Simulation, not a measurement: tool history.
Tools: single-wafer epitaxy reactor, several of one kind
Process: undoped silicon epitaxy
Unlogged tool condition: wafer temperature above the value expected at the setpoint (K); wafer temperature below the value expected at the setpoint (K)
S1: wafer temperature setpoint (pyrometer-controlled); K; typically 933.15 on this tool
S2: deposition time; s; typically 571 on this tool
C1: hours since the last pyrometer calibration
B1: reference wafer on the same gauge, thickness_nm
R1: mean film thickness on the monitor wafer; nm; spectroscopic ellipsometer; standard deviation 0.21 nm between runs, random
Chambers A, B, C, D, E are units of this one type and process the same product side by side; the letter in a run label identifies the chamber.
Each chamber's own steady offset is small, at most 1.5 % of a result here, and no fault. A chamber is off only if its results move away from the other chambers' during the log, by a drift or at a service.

Run 1A, hour 9.7: usual settings; C1 1686.6; B1 120.01. Result: R1 118.86 nm.
Run 2B, hour 15.5: usual settings; C1 381.3; B1 120.03. Result: R1 119.25 nm.
Run 3D, hour 21.5: usual settings; C1 361.1; B1 120.02. Result: R1 120.45 nm.
Run 4C, hour 30: usual settings; C1 160; B1 120.03. Result: R1 119.12 nm.
Run 5E, hour 42: usual settings; C1 1368; B1 120.13. Result: R1 120.03 nm.
Run 6B, hour 51.7: usual settings but S2 678 s; C1 417.5; B1 120.18. Result: R1 141.97 nm.
Run 7D, hour 62.1: usual settings but S2 678 s; C1 401.7; B1 120.18. Result: R1 143.63 nm.
Run 8E, hour 73.7: usual settings but S2 678 s; C1 1399.7; B1 120.28. Result: R1 142.34 nm.
Run 9A, hour 84.9: usual settings but S2 678 s; C1 1761.8; B1 120.26. Result: R1 141.68 nm.
Run 10C, hour 93.3: usual settings but S2 678 s; C1 223.3; B1 120.28. Result: R1 141.34 nm.
Run 11E, hour 100.9: usual settings; C1 1426.9; B1 120.3. Result: R1 120.14 nm.
Run 12B, hour 106.8: usual settings; C1 472.6; B1 120.35. Result: R1 119.54 nm.
Run 13A, hour 116.9: usual settings; C1 1793.8; B1 120.43. Result: R1 119.35 nm.
Run 14D, hour 126.8: usual settings but S1 924.15 K; C1 466.4; B1 120.4. Result: R1 99.516 nm.
Run 15C, hour 137.7: usual settings but S1 924.15 K; C1 267.7; B1 120.47. Result: R1 98.136 nm.
Run 16E, hour 148.9: usual settings but S1 924.15 K; C1 1474.9; B1 120.48. Result: R1 98.563 nm.
Run 17D, hour 154.5: usual settings but S1 924.15 K; C1 494.1; B1 120.46. Result: R1 99.816 nm.
Run 18C, hour 166.6: usual settings but S1 924.15 K; C1 296.6; B1 120.49. Result: R1 98.194 nm.
Run 19B, hour 172.8: usual settings; C1 538.6; B1 120.51. Result: R1 119.61 nm.
Run 20A, hour 180.1: usual settings; C1 1857; B1 120.56. Result: R1 119.8 nm.
Run 21C, hour 190.9: usual settings; C1 320.9; B1 120.57. Result: R1 119.59 nm.
Run 22D, hour 199.7: usual settings; C1 539.3; B1 120.65. Result: R1 120.49 nm.
Run 23E, hour 205.6: usual settings; C1 1531.6; B1 120.66. Result: R1 120.09 nm.
Run 24A, hour 216: usual settings; C1 1892.9; B1 120.68. Result: R1 119.93 nm.
Run 25B, hour 221.8: usual settings but S1 919.15 K; C1 587.6; B1 120.71. Result: R1 88.446 nm.
Run 26A, hour 234.4: usual settings but S1 919.15 K; C1 1911.3; B1 120.69. Result: R1 88.54 nm.
Run 27C, hour 240.9: usual settings but S1 919.15 K; C1 370.9; B1 120.8. Result: R1 88.014 nm.
Run 28D, hour 247.6: usual settings but S1 919.15 K; C1 587.2; B1 120.78. Result: R1 89.81 nm.
Run 29B, hour 255.4: usual settings but S1 919.15 K; C1 621.2; B1 120.76. Result: R1 88.284 nm.
Run 30E, hour 261.9: usual settings; C1 1587.9; B1 120.77. Result: R1 120.66 nm.

Is one chamber off against the others, does the gauge drift, or is nothing wrong? If a chamber is off, say which, and what the likeliest cause is.

Every chamber seems to shift together because the gauge that measures them all drifts; the chambers themselves are fine.
Likeliest cause: gauge reads high (%) = 0.721.
